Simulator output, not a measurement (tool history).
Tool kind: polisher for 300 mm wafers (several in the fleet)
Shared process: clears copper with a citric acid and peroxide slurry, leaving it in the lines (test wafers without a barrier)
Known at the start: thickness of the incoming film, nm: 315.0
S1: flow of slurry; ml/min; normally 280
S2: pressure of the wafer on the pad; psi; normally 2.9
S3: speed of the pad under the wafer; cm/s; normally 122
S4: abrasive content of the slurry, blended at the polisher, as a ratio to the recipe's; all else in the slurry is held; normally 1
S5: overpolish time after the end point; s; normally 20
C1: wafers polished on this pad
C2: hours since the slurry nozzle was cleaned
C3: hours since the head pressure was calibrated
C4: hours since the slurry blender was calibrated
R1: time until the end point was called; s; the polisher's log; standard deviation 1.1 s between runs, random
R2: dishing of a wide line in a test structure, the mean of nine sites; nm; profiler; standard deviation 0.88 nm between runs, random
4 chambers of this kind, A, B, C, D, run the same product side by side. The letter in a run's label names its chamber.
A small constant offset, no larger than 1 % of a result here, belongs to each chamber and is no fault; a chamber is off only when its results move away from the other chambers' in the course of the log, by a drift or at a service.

| run | hour | S1 | S2 | S3 | S4 | S5 | C1 | C2 | C3 | C4 | R1 | R2 |
|---|---|---|---|---|---|---|---|---|---|---|---|---|
| 1D | 2.4 | 280 | 2.9 | 122 | 1 | 20 | 46 | 88.4 | 1034.9 | 164.2 | 103.64 | 43.475 |
| 2A | 7.8 | 280 | 2.9 | 122 | 1 | 20 | 678 | 278.3 | 308.4 | 46.9 | 100.62 | 44.441 |
|  | 8.6 | chamber C: slurry nozzle cleaned |
| 3B | 12.5 | 280 | 2.9 | 122 | 1 | 20 | 1246 | 15 | 88.1 | 40.7 | 101.1 | 42.09 |
|  | 14 | chamber B: worn pad replaced by a new one |
| 4C | 16.7 | 280 | 2.9 | 122 | 1 | 20 | 601 | 8.1 | 324.8 | 78.4 | 101.4 | 43.398 |
| 5B | 19.7 | 280 | 2.9 | 122 | 1 | 20 | 35 | 22.2 | 95.3 | 47.9 | 102.35 | 43.508 |
| 6A | 23.3 | 280 | 2.9 | 148 | 1 | 25 | 775 | 293.8 | 323.9 | 62.4 | 84.007 | 62.118 |
| 7D | 26.1 | 280 | 2.9 | 148 | 1 | 25 | 195 | 112.1 | 1058.6 | 187.9 | 83.77 | 59.408 |
| 8C | 31.3 | 280 | 2.9 | 148 | 1 | 25 | 692 | 22.7 | 339.4 | 93 | 83.715 | 60.87 |
| 9A | 35.7 | 280 | 2.9 | 148 | 1 | 25 | 853 | 306.2 | 336.3 | 74.8 | 85.339 | 60.366 |
| 10C | 41.2 | 280 | 2.9 | 122 | 1 | 20 | 754 | 32.6 | 349.3 | 102.9 | 100.35 | 43.606 |
|  | 41.5 | chamber D: head pressure recalibrated |
| 11B | 44.7 | 280 | 2.9 | 142 | 1 | 24 | 192 | 47.2 | 120.3 | 72.9 | 86.767 | 56.336 |
| 12D | 49.7 | 280 | 2.9 | 142 | 1 | 24 | 343 | 135.7 | 8.2 | 211.5 | 88.308 | 56.503 |
| 13C | 52.9 | 280 | 2.9 | 142 | 1 | 24 | 828 | 44.3 | 361 | 114.6 | 88.992 | 56.033 |
| 14A | 56.3 | 280 | 2.9 | 142 | 1 | 24 | 982 | 326.8 | 356.9 | 95.4 | 88.822 | 54.567 |
| 15D | 59 | 245 | 2.9 | 122 | 1 | 20 | 401 | 145 | 17.5 | 220.8 | 103.54 | 43.268 |
| 16B | 62.5 | 245 | 2.9 | 122 | 1 | 20 | 304 | 65 | 138.1 | 90.7 | 102.59 | 41.498 |
| 17B | 66.3 | 245 | 2.9 | 122 | 1 | 20 | 328 | 68.8 | 141.9 | 94.5 | 103.63 | 44.263 |
| 18C | 68.9 | 245 | 2.9 | 122 | 1 | 20 | 928 | 60.3 | 377 | 130.6 | 102.22 | 43.358 |
| 19D | 71.6 | 280 | 2.9 | 122 | 1 | 20 | 480 | 157.6 | 30.1 | 233.4 | 104.25 | 42.155 |
| 20A | 75.1 | 280 | 2.9 | 122 | 1 | 20 | 1100 | 345.6 | 375.7 | 114.2 | 102.53 | 42.337 |
|  | 76.4 | chamber C: head pressure recalibrated |
|  | 77.2 | chamber A: worn pad replaced by a new one |
| 21A | 79.2 | 280 | 2.9 | 122 | 1 | 20 | 12 | 349.7 | 379.8 | 118.3 | 102.46 | 43.608 |
| 22D | 82.9 | 280 | 2.9 | 138 | 1 | 27 | 551 | 168.9 | 41.4 | 244.7 | 92.507 | 61.247 |
| 23B | 86.7 | 280 | 2.9 | 138 | 1 | 27 | 456 | 89.2 | 162.3 | 114.9 | 89.361 | 62.599 |
| 24C | 89.4 | 280 | 2.9 | 138 | 1 | 27 | 1057 | 80.8 | 13 | 151.1 | 80.691 | 69.917 |
| 25C | 92 | 280 | 2.9 | 138 | 1 | 27 | 1073 | 83.4 | 15.6 | 153.7 | 81.13 | 66.613 |
| 26B | 94.8 | 280 | 2.9 | 122 | 1 | 20 | 506 | 97.3 | 170.4 | 123 | 102.24 | 43.075 |
| 27D | 98.5 | 280 | 2.9 | 122 | 1 | 20 | 649 | 184.5 | 57 | 260.3 | 104.45 | 43.73 |
| 28A | 101.2 | 280 | 2.2 | 122 | 1 | 20 | 150 | 371.7 | 401.8 | 140.3 | 134.32 | 33.019 |
| 29C | 103.8 | 280 | 2.2 | 122 | 1 | 20 | 1147 | 95.2 | 27.4 | 165.5 | 120.25 | 36.563 |
| 30A | 108.7 | 280 | 2.2 | 122 | 1 | 20 | 197 | 379.2 | 409.3 | 147.8 | 135.37 | 33.141 |
| 31D | 112.7 | 280 | 2.2 | 122 | 1 | 20 | 738 | 198.7 | 71.2 | 274.5 | 134.4 | 33.315 |
| 32B | 118.1 | 280 | 2.9 | 122 | 1 | 20 | 652 | 120.6 | 193.7 | 146.3 | 100.23 | 43.808 |

Next, every chamber runs the same settings. What will each give?
| 33A | 122.1 | 280 | 1.9 | 122 | 1 | 20 |  |  |  |  | ? | ? |
| 33B | 122.1 | 280 | 1.9 | 122 | 1 | 20 |  |  |  |  | ? | ? |
| 33C | 122.1 | 280 | 1.9 | 122 | 1 | 20 |  |  |  |  | ? | ? |
| 33D | 122.1 | 280 | 1.9 | 122 | 1 | 20 |  |  |  |  | ? | ? |

| run | R1 | R2 |
|---|---|---|
| 33A | 155.63 | 29.089 |
| 33B | 153.28 | 29.973 |
| 33C | 138.62 | 31.783 |
| 33D | 155.19 | 29.08 |

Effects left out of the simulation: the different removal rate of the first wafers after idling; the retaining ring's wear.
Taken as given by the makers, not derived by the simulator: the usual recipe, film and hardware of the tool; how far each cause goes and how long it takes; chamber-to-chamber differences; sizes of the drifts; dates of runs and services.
